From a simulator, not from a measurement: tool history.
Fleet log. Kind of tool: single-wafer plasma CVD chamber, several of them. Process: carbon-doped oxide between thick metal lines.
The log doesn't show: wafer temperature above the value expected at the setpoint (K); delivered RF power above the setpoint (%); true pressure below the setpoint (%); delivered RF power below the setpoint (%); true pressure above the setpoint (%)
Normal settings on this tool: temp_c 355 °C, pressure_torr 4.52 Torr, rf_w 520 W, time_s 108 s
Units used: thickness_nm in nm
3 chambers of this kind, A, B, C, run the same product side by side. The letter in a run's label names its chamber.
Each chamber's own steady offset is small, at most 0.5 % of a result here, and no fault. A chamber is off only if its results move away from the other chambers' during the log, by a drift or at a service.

| run | hour | temp_c | pressure_torr | rf_w | time_s | hours since the last thermocouple change | hours since the last RF generator calibration | hours since the last manometer calibration | read-back reference wafer on the same gauge, thickness_nm | thickness_nm |
|---|---|---|---|---|---|---|---|---|---|---|
| 1B | 10.9 | 355 | 4.52 | 520 | 108 | 455.7 | 203 | 2996.2 | 439.89 | 546.04 |
| 2C | 19.7 | 355 | 4.52 | 520 | 108 | 1050.9 | 1037 | 785.2 | 439.91 | 543.53 |
| 3A | 32 | 355 | 4.52 | 520 | 108 | 1930.7 | 458.8 | 1212.7 | 439.95 | 543.51 |
| 4C | 42.7 | 355 | 4.52 | 520 | 108 | 1073.9 | 1060 | 808.2 | 439.64 | 537.29 |
| 5A | 54.2 | 355 | 4.52 | 520 | 108 | 1952.9 | 481 | 1234.9 | 439.97 | 545.68 |
| 6B | 63.9 | 355 | 4.52 | 520 | 108 | 508.7 | 256 | 3049.2 | 440.42 | 545.26 |
| 7B | 77.7 | 355 | 4.52 | 520 | 108 | 522.5 | 269.8 | 3063 | 440.37 | 542.76 |
| 8C | 85 | 355 | 4.52 | 520 | 108 | 1116.2 | 1102.3 | 850.5 | 439.52 | 541.08 |
| 9A | 94 | 355 | 4.52 | 520 | 108 | 1992.7 | 520.8 | 1274.7 | 439.8 | 541.37 |
| 10A | 107 | 355 | 4.52 | 520 | 108 | 2005.7 | 533.8 | 1287.7 | 440.33 | 540.73 |
| 11C | 118 | 355 | 4.52 | 520 | 108 | 1149.2 | 1135.3 | 883.5 | 439.67 | 537.54 |
| 12B | 127.2 | 355 | 4.52 | 520 | 108 | 572 | 319.3 | 3112.5 | 439.86 | 543.27 |
| 13B | 136.8 | 355 | 4.52 | 520 | 108 | 581.6 | 328.9 | 3122.1 | 440.05 | 543.93 |
| 14C | 149.7 | 355 | 4.52 | 520 | 108 | 1180.9 | 1167 | 915.2 | 440.18 | 539.66 |
| 15A | 163.6 | 355 | 4.52 | 520 | 108 | 2062.3 | 590.4 | 1344.3 | 440.69 | 543.44 |
| 16B | 171.7 | 355 | 4.52 | 520 | 108 | 616.5 | 363.8 | 3157 | 440.08 | 544.61 |
| 17C | 185.9 | 355 | 4.52 | 520 | 122 | 1217.1 | 1203.2 | 951.4 | 440.28 | 604.01 |
| 18A | 192.7 | 355 | 4.52 | 520 | 122 | 2091.4 | 619.5 | 1373.4 | 439.61 | 608.42 |
| 19B | 202.3 | 355 | 4.52 | 520 | 122 | 647.1 | 394.4 | 3187.6 | 439.81 | 616.37 |
| 20C | 211.4 | 355 | 4.52 | 520 | 108 | 1242.6 | 1228.7 | 976.9 | 439.98 | 539.82 |
| 21A | 221.4 | 355 | 4.52 | 520 | 108 | 2120.1 | 648.2 | 1402.1 | 440.12 | 543.42 |
| 22A | 231.8 | 355 | 4.52 | 520 | 108 | 2130.5 | 658.6 | 1412.5 | 440.18 | 540.53 |
| 23C | 245.1 | 355 | 4.52 | 520 | 108 | 1276.3 | 1262.4 | 1010.6 | 439.64 | 540.84 |
| 24B | 253.7 | 355 | 5.03 | 520 | 122 | 698.5 | 445.8 | 3239 | 440.24 | 623.89 |
| 25C | 268 | 355 | 5.03 | 520 | 122 | 1299.2 | 1285.3 | 1033.5 | 440.03 | 620.66 |
| 26B | 280.3 | 355 | 5.03 | 520 | 122 | 725.1 | 472.4 | 3265.6 | 440.12 | 623.5 |
| 27A | 289.8 | 355 | 4.52 | 520 | 108 | 2188.5 | 716.6 | 1470.5 | 440.03 | 537.24 |
|  | 298.5 | chamber C: capacitance manometer re-zeroed and calibrated |
| 28A | 301.7 | 360 | 4.52 | 520 | 108 | 2200.4 | 728.5 | 1482.4 | 439.9 | 535.51 |
| 29C | 311.5 | 360 | 4.52 | 520 | 108 | 1342.7 | 1328.8 | 13.1 | 439.88 | 531.5 |
| 30B | 317.8 | 360 | 4.52 | 520 | 108 | 762.6 | 509.9 | 3303.1 | 440.47 | 538.76 |
| 31C | 324.8 | 355 | 4.52 | 605 | 108 | 1356 | 1342.1 | 26.4 | 439.92 | 592.55 |
| 32B | 336.9 | 355 | 4.52 | 605 | 108 | 781.7 | 529 | 3322.2 | 439.92 | 596.38 |
| 33A | 350.7 | 355 | 4.52 | 605 | 108 | 2249.4 | 777.5 | 1531.4 | 439.76 | 592.04 |

For the next run the whole fleet of 3 chambers uses the same settings. Give each chamber's results:
| 34A | 361 | 355 | 5.2 | 520 | 108 |  |  |  |  | ? |
| 34B | 361 | 355 | 5.2 | 520 | 108 |  |  |  |  | ? |
| 34C | 361 | 355 | 5.2 | 520 | 108 |  |  |  |  | ? |

| run | thickness_nm |
|---|---|
| 34A | 554.84 |
| 34B | 557.82 |
| 34C | 552.39 |
